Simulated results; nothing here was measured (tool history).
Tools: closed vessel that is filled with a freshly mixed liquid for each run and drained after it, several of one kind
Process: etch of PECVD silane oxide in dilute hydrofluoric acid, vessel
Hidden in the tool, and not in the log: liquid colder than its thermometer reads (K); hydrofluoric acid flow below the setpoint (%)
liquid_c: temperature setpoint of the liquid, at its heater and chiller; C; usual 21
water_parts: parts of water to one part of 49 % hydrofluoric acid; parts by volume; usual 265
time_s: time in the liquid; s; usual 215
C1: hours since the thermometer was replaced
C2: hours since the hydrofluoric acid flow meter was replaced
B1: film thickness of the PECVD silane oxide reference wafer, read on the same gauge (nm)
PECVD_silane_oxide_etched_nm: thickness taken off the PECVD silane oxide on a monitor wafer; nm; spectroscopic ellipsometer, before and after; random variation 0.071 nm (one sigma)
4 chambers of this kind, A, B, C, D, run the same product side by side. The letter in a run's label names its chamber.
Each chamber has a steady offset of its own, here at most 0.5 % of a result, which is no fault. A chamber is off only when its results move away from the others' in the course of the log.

run 1B hour=7.3 | liquid_c=21 water_parts=265 time_s=215 | C1=505 C2=947.5 | B1=119.97 | PECVD_silane_oxide_etched_nm=13.22
run 2C hour=19 | liquid_c=21 water_parts=265 time_s=215 | C1=2431.2 C2=643 | B1=119.99 | PECVD_silane_oxide_etched_nm=13.139
run 3A hour=28.6 | liquid_c=21 water_parts=265 time_s=215 | C1=520.3 C2=176.6 | B1=120.03 | PECVD_silane_oxide_etched_nm=13.375
run 4D hour=34.3 | liquid_c=21 water_parts=265 time_s=215 | C1=1415.3 C2=1006.5 | B1=119.99 | PECVD_silane_oxide_etched_nm=12.969
run 5C hour=41.6 | liquid_c=24 water_parts=265 time_s=325 | C1=2453.8 C2=665.6 | B1=120.03 | PECVD_silane_oxide_etched_nm=22.356
run 6D hour=47.8 | liquid_c=24 water_parts=265 time_s=325 | C1=1428.8 C2=1020 | B1=120.04 | PECVD_silane_oxide_etched_nm=22.428
run 7A hour=58.9 | liquid_c=24 water_parts=265 time_s=325 | C1=550.6 C2=206.9 | B1=120.04 | PECVD_silane_oxide_etched_nm=22.002
run 8B hour=66 | liquid_c=24 water_parts=265 time_s=325 | C1=563.7 C2=1006.2 | B1=120.06 | PECVD_silane_oxide_etched_nm=22.068
run 9B hour=72 | liquid_c=21 water_parts=265 time_s=215 | C1=569.7 C2=1012.2 | B1=120.07 | PECVD_silane_oxide_etched_nm=13.206
run 10A hour=82.4 | liquid_c=21 water_parts=265 time_s=215 | C1=574.1 C2=230.4 | B1=120.01 | PECVD_silane_oxide_etched_nm=13.206
run 11C hour=93.1 | liquid_c=21 water_parts=265 time_s=215 | C1=2505.3 C2=717.1 | B1=120.04 | PECVD_silane_oxide_etched_nm=13.177
run 12D hour=100.3 | liquid_c=21 water_parts=265 time_s=215 | C1=1481.3 C2=1072.5 | B1=120.02 | PECVD_silane_oxide_etched_nm=13.197
-- hour=106.7 chamber C: thermometer replaced
run 13C hour=107.6 | liquid_c=21 water_parts=265 time_s=215 | C1=1 C2=731.6 | B1=120.02 | PECVD_silane_oxide_etched_nm=13.303
run 14D hour=115.5 | liquid_c=23 water_parts=265 time_s=335 | C1=1496.5 C2=1087.7 | B1=120.05 | PECVD_silane_oxide_etched_nm=22.043
run 15B hour=125.1 | liquid_c=23 water_parts=265 time_s=335 | C1=622.8 C2=1065.3 | B1=120.03 | PECVD_silane_oxide_etched_nm=22.121
run 16A hour=130.4 | liquid_c=23 water_parts=265 time_s=335 | C1=622.1 C2=278.4 | B1=119.99 | PECVD_silane_oxide_etched_nm=22.104
run 17C hour=137.8 | liquid_c=23 water_parts=265 time_s=335 | C1=31.2 C2=761.8 | B1=120.01 | PECVD_silane_oxide_etched_nm=22.142
run 18A hour=145.6 | liquid_c=21 water_parts=265 time_s=215 | C1=637.3 C2=293.6 | B1=120.06 | PECVD_silane_oxide_etched_nm=13.167
run 19B hour=157.2 | liquid_c=21 water_parts=265 time_s=215 | C1=654.9 C2=1097.4 | B1=119.99 | PECVD_silane_oxide_etched_nm=13.149
run 20D hour=166.9 | liquid_c=21 water_parts=265 time_s=215 | C1=1547.9 C2=1139.1 | B1=119.98 | PECVD_silane_oxide_etched_nm=12.807
run 21A hour=178.7 | liquid_c=21 water_parts=265 time_s=215 | C1=670.4 C2=326.7 | B1=119.99 | PECVD_silane_oxide_etched_nm=13.124
run 22D hour=188.1 | liquid_c=21 water_parts=265 time_s=215 | C1=1569.1 C2=1160.3 | B1=120 | PECVD_silane_oxide_etched_nm=12.807
run 23B hour=196.1 | liquid_c=21 water_parts=265 time_s=215 | C1=693.8 C2=1136.3 | B1=120.01 | PECVD_silane_oxide_etched_nm=13.161
run 24C hour=201.9 | liquid_c=21 water_parts=375 time_s=215 | C1=95.3 C2=825.9 | B1=119.99 | PECVD_silane_oxide_etched_nm=8.5096
run 25B hour=212.1 | liquid_c=21 water_parts=375 time_s=215 | C1=709.8 C2=1152.3 | B1=119.99 | PECVD_silane_oxide_etched_nm=8.3627
-- hour=217.3 chamber B: hydrofluoric acid flow meter replaced
run 26D hour=220.9 | liquid_c=21 water_parts=375 time_s=215 | C1=1601.9 C2=1193.1 | B1=120 | PECVD_silane_oxide_etched_nm=8.0442
run 27C hour=231.3 | liquid_c=21 water_parts=375 time_s=215 | C1=124.7 C2=855.3 | B1=120.03 | PECVD_silane_oxide_etched_nm=8.4532
run 28A hour=241.8 | liquid_c=21 water_parts=265 time_s=140 | C1=733.5 C2=389.8 | B1=120.02 | PECVD_silane_oxide_etched_nm=8.5269
run 29B hour=248.4 | liquid_c=21 water_parts=265 time_s=140 | C1=746.1 C2=31.1 | B1=120.03 | PECVD_silane_oxide_etched_nm=8.5373
run 30D hour=259.6 | liquid_c=21 water_parts=265 time_s=140 | C1=1640.6 C2=1231.8 | B1=120.01 | PECVD_silane_oxide_etched_nm=8.0139
run 31C hour=266.4 | liquid_c=21 water_parts=265 time_s=140 | C1=159.8 C2=890.4 | B1=119.95 | PECVD_silane_oxide_etched_nm=8.569
run 32A hour=276.2 | liquid_c=21 water_parts=265 time_s=215 | C1=767.9 C2=424.2 | B1=120.01 | PECVD_silane_oxide_etched_nm=13.188

All 4 chambers run these settings next. Forecast each chamber's results:
run 33A hour=284.6 | liquid_c=21 water_parts=265 time_s=215 | PECVD_silane_oxide_etched_nm=?
run 33B hour=284.6 | liquid_c=21 water_parts=265 time_s=215 | PECVD_silane_oxide_etched_nm=?
run 33C hour=284.6 | liquid_c=21 water_parts=265 time_s=215 | PECVD_silane_oxide_etched_nm=?
run 33D hour=284.6 | liquid_c=21 water_parts=265 time_s=215 | PECVD_silane_oxide_etched_nm=?

run=33A PECVD_silane_oxide_etched_nm=13.183
run=33B PECVD_silane_oxide_etched_nm=13.239
run=33C PECVD_silane_oxide_etched_nm=13.171
run=33D PECVD_silane_oxide_etched_nm=12.305

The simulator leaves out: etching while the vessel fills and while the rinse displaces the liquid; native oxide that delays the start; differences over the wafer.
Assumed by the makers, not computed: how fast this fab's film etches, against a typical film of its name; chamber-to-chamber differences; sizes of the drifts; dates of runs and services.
